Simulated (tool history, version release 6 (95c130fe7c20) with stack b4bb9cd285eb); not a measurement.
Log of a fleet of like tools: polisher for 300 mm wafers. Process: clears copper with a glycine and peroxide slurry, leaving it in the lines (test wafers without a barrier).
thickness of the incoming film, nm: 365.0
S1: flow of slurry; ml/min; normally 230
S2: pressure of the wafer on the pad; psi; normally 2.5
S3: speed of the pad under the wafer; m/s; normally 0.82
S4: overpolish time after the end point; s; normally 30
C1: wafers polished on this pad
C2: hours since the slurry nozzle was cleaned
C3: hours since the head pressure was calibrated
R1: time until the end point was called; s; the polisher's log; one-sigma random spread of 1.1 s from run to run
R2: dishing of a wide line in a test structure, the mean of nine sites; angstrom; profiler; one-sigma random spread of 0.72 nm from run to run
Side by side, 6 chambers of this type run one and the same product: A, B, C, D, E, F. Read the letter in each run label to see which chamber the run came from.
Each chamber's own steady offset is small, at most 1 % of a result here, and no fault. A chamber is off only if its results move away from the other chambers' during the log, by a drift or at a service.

{"run": "1C", "hour": 8.1, "S1": 230, "S2": 2.5, "S3": 0.82, "S4": 30, "C1": 275, "C2": 175.8, "C3": 699.8, "R1": 84.66, "R2": 635.72}
{"run": "2A", "hour": 18.8, "S1": 230, "S2": 2.5, "S3": 0.82, "S4": 30, "C1": 788, "C2": 379.8, "C3": 366.2, "R1": 81.368, "R2": 632.68}
{"hour": 27.4, "done": "chamber B: worn pad replaced by a new one"}
{"run": "3F", "hour": 32.6, "S1": 230, "S2": 2.5, "S3": 0.82, "S4": 30, "C1": 444, "C2": 465.8, "C3": 166.5, "R1": 80.365, "R2": 626.26}
{"run": "4D", "hour": 42.0, "S1": 230, "S2": 2.5, "S3": 0.82, "S4": 30, "C1": 801, "C2": 204.4, "C3": 1018.5, "R1": 78.124, "R2": 639.18}
{"run": "5B", "hour": 48.9, "S1": 230, "S2": 2.5, "S3": 0.82, "S4": 45, "C1": 189, "C2": 347.5, "C3": 625.2, "R1": 81.393, "R2": 754.03}
{"run": "6E", "hour": 57.8, "S1": 230, "S2": 2.5, "S3": 0.82, "S4": 45, "C1": 784, "C2": 295.3, "C3": 866, "R1": 81.955, "R2": 749.24}
{"hour": 60.7, "done": "chamber E: worn pad replaced by a new one"}
{"run": "7C", "hour": 65.1, "S1": 230, "S2": 2.5, "S3": 0.82, "S4": 45, "C1": 777, "C2": 232.8, "C3": 756.8, "R1": 81.004, "R2": 761.82}
{"run": "8B", "hour": 75.9, "S1": 230, "S2": 2.5, "S3": 0.82, "S4": 45, "C1": 427, "C2": 374.5, "C3": 652.2, "R1": 81.259, "R2": 758.63}
{"hour": 76.6, "done": "chamber D: worn pad replaced by a new one"}
{"run": "9E", "hour": 82.9, "S1": 230, "S2": 2.5, "S3": 0.82, "S4": 45, "C1": 195, "C2": 320.4, "C3": 891.1, "R1": 79.065, "R2": 758.39}
{"run": "10A", "hour": 94.4, "S1": 230, "S2": 2.5, "S3": 0.82, "S4": 45, "C1": 1454, "C2": 455.4, "C3": 441.8, "R1": 80.011, "R2": 771.47}
{"run": "11D", "hour": 108.3, "S1": 230, "S2": 2.5, "S3": 0.82, "S4": 30, "C1": 279, "C2": 270.7, "C3": 1084.8, "R1": 77.691, "R2": 646.57}
{"hour": 117.5, "done": "chamber F: worn pad replaced by a new one"}
{"hour": 119.4, "done": "chamber D: head pressure recalibrated"}
{"run": "12F", "hour": 121.8, "S1": 230, "S2": 2.5, "S3": 0.82, "S4": 30, "C1": 38, "C2": 555, "C3": 255.7, "R1": 81.473, "R2": 640.79}
{"hour": 125.5, "done": "chamber C: worn pad replaced by a new one"}
{"hour": 134.3, "done": "chamber B: worn pad replaced by a new one"}
{"run": "13F", "hour": 135.9, "S1": 230, "S2": 2.5, "S3": 0.82, "S4": 30, "C1": 162, "C2": 569.1, "C3": 269.8, "R1": 80.263, "R2": 628.15}
{"hour": 143.8, "done": "chamber E: worn pad replaced by a new one"}
{"run": "14E", "hour": 149.3, "S1": 230, "S2": 2.5, "S3": 0.82, "S4": 30, "C1": 48, "C2": 386.8, "C3": 957.5, "R1": 81.829, "R2": 622.65}
{"run": "15B", "hour": 162.2, "S1": 230, "S2": 2.5, "S3": 0.82, "S4": 30, "C1": 245, "C2": 460.8, "C3": 738.5, "R1": 83.341, "R2": 627.03}
{"run": "16D", "hour": 169.1, "S1": 230, "S2": 3.3, "S3": 0.82, "S4": 21, "C1": 814, "C2": 331.5, "C3": 49.7, "R1": 64.185, "R2": 585.87}
{"run": "17C", "hour": 179.4, "S1": 230, "S2": 3.3, "S3": 0.82, "S4": 21, "C1": 474, "C2": 347.1, "C3": 871.1, "R1": 64.609, "R2": 595.71}
{"run": "18A", "hour": 186.8, "S1": 230, "S2": 3.3, "S3": 0.82, "S4": 21, "C1": 2267, "C2": 547.8, "C3": 534.2, "R1": 66.23, "R2": 586.97}
{"hour": 188.3, "done": "chamber F: head pressure recalibrated"}
{"run": "19E", "hour": 194.3, "S1": 230, "S2": 3.3, "S3": 0.82, "S4": 21, "C1": 444, "C2": 431.8, "C3": 1002.5, "R1": 65.224, "R2": 581.38}
{"hour": 198.5, "done": "chamber C: slurry nozzle cleaned"}
{"hour": 200.1, "done": "chamber F: slurry nozzle cleaned"}
{"run": "20F", "hour": 208.2, "S1": 230, "S2": 3.3, "S3": 0.82, "S4": 21, "C1": 798, "C2": 8.1, "C3": 19.9, "R1": 64.258, "R2": 578.46}
{"hour": 211.7, "done": "chamber D: worn pad replaced by a new one"}
{"run": "21C", "hour": 219.3, "S1": 230, "S2": 3.3, "S3": 0.82, "S4": 21, "C1": 825, "C2": 20.9, "C3": 911, "R1": 64.138, "R2": 589.84}
{"hour": 225.4, "done": "chamber E: worn pad replaced by a new one"}
{"run": "22D", "hour": 233.3, "S1": 290, "S2": 2.5, "S3": 0.94, "S4": 30, "C1": 190, "C2": 395.7, "C3": 113.9, "R1": 68.746, "R2": 668.73}
{"run": "23A", "hour": 243.0, "S1": 290, "S2": 2.5, "S3": 0.94, "S4": 30, "C1": 2762, "C2": 604, "C3": 590.4, "R1": 72.546, "R2": 663.34}
{"run": "24B", "hour": 253.9, "S1": 290, "S2": 2.5, "S3": 0.94, "S4": 30, "C1": 1053, "C2": 552.5, "C3": 830.2, "R1": 72.18, "R2": 659.75}
{"run": "25C", "hour": 263.0, "S1": 290, "S2": 2.5, "S3": 0.94, "S4": 30, "C1": 1210, "C2": 64.6, "C3": 954.7, "R1": 70.634, "R2": 691.58}
{"hour": 268.1, "done": "chamber B: worn pad replaced by a new one"}
{"hour": 268.3, "done": "chamber F: worn pad replaced by a new one"}
{"hour": 268.7, "done": "chamber C: worn pad replaced by a new one"}
{"run": "26E", "hour": 272.7, "S1": 290, "S2": 2.5, "S3": 0.94, "S4": 30, "C1": 416, "C2": 510.2, "C3": 1080.9, "R1": 72.325, "R2": 673.82}
{"run": "27B", "hour": 283.6, "S1": 290, "S2": 2.5, "S3": 0.94, "S4": 30, "C1": 137, "C2": 582.2, "C3": 859.9, "R1": 69.86, "R2": 676.29}
{"hour": 286.2, "done": "chamber B: head pressure recalibrated"}
{"run": "28A", "hour": 296.6, "S1": 230, "S2": 2.5, "S3": 0.82, "S4": 30, "C1": 3234, "C2": 657.6, "C3": 644, "R1": 83.894, "R2": 626.68}
{"hour": 303.7, "done": "chamber E: worn pad replaced by a new one"}
{"run": "29D", "hour": 307.1, "S1": 230, "S2": 2.5, "S3": 0.82, "S4": 30, "C1": 839, "C2": 469.5, "C3": 187.7, "R1": 83.226, "R2": 637.71}
{"run": "30F", "hour": 316.8, "S1": 230, "S2": 2.5, "S3": 0.82, "S4": 30, "C1": 427, "C2": 116.7, "C3": 128.5, "R1": 80.392, "R2": 641.36}
{"run": "31F", "hour": 326.0, "S1": 205, "S2": 2.5, "S3": 0.6, "S4": 30, "C1": 508, "C2": 125.9, "C3": 137.7, "R1": 103.78, "R2": 568.31}
{"hour": 326.1, "done": "chamber D: worn pad replaced by a new one"}
{"run": "32E", "hour": 333.4, "S1": 205, "S2": 2.5, "S3": 0.6, "S4": 30, "C1": 261, "C2": 570.9, "C3": 1141.6, "R1": 106.6, "R2": 543.75}
{"run": "33B", "hour": 341.7, "S1": 205, "S2": 2.5, "S3": 0.6, "S4": 30, "C1": 648, "C2": 640.3, "C3": 55.5, "R1": 104.84, "R2": 569.2}
{"run": "34A", "hour": 349.7, "S1": 205, "S2": 2.5, "S3": 0.6, "S4": 30, "C1": 3701, "C2": 710.7, "C3": 697.1, "R1": 107.37, "R2": 543.44}
{"run": "35D", "hour": 359.0, "S1": 205, "S2": 2.5, "S3": 0.6, "S4": 30, "C1": 290, "C2": 521.4, "C3": 239.6, "R1": 103.41, "R2": 564.02}
{"run": "36C", "hour": 370.8, "S1": 205, "S2": 2.5, "S3": 0.6, "S4": 30, "C1": 899, "C2": 172.4, "C3": 1062.5, "R1": 104.02, "R2": 566.17}
{"run": "37D", "hour": 383.0, "S1": 230, "S2": 2.5, "S3": 0.82, "S4": 30, "C1": 501, "C2": 545.4, "C3": 263.6, "R1": 81.347, "R2": 637.51}
{"run": "38F", "hour": 395.6, "S1": 230, "S2": 2.5, "S3": 0.82, "S4": 30, "C1": 1120, "C2": 195.5, "C3": 207.3, "R1": 80.102, "R2": 634.72}
{"hour": 398.0, "done": "chamber C: head pressure recalibrated"}
{"run": "39A", "hour": 402.2, "S1": 230, "S2": 2.5, "S3": 0.82, "S4": 30, "C1": 4164, "C2": 763.2, "C3": 749.6, "R1": 88.019, "R2": 612.49}
{"hour": 414.9, "done": "chamber C: worn pad replaced by a new one"}
{"run": "40C", "hour": 415.4, "S1": 230, "S2": 2.5, "S3": 0.94, "S4": 20, "C1": 4, "C2": 217, "C3": 17.5, "R1": 73.917, "R2": 526.06}

Read the log: is a single chamber off, either drifting away or since a service, is the gauge that measures every chamber drifting, or is nothing wrong beyond small per-chamber offsets? Name any odd chamber and what most likely caused it.

One chamber, A, drifts off from the rest bit by bit.
What lies behind it: removal rate lost through wear of the pad, % = 7.94.
It could be hard to tell apart here from: slurry flow missing at the pad, %; head's pressure below its setpoint, %.

Below are 4 candidate recipes for chamber A's next run, each the usual settings with a change, their results shown as question marks. Which of them brings A's results back in line with what the other chambers give on the usual settings?
In line here means within this much of the mean the other chambers give on the usual settings: R1 3.9 s; R2 25 angstrom
{"run": "41A-1", "hour": 426.1, "S1": 225, "S2": 2.2, "S3": 0.74, "S4": 30, "R1": "?", "R2": "?"}
{"run": "41A-2", "hour": 426.1, "S1": 235, "S2": 2.8, "S3": 0.9, "S4": 30, "R1": "?", "R2": "?"}
{"run": "41A-3", "hour": 426.1, "S1": 230, "S2": 2.4, "S3": 0.78, "S4": 30, "R1": "?", "R2": "?"}
{"run": "41A-4", "hour": 426.1, "S1": 230, "S2": 2.6, "S3": 0.86, "S4": 30, "R1": "?", "R2": "?"}

Mean of the other chambers on the usual settings: R1 81.037 s; R2 634.4 angstrom
run=41A-1 R1=104.16 R2=557.34
run=41A-2 R1=73.607 R2=658.84
run=41A-3 R1=93.468 R2=590.39
run=41A-4 R1=81.3 R2=630.46
The answer is 41A-4, which returns the chamber to within the allowed miss of the others.

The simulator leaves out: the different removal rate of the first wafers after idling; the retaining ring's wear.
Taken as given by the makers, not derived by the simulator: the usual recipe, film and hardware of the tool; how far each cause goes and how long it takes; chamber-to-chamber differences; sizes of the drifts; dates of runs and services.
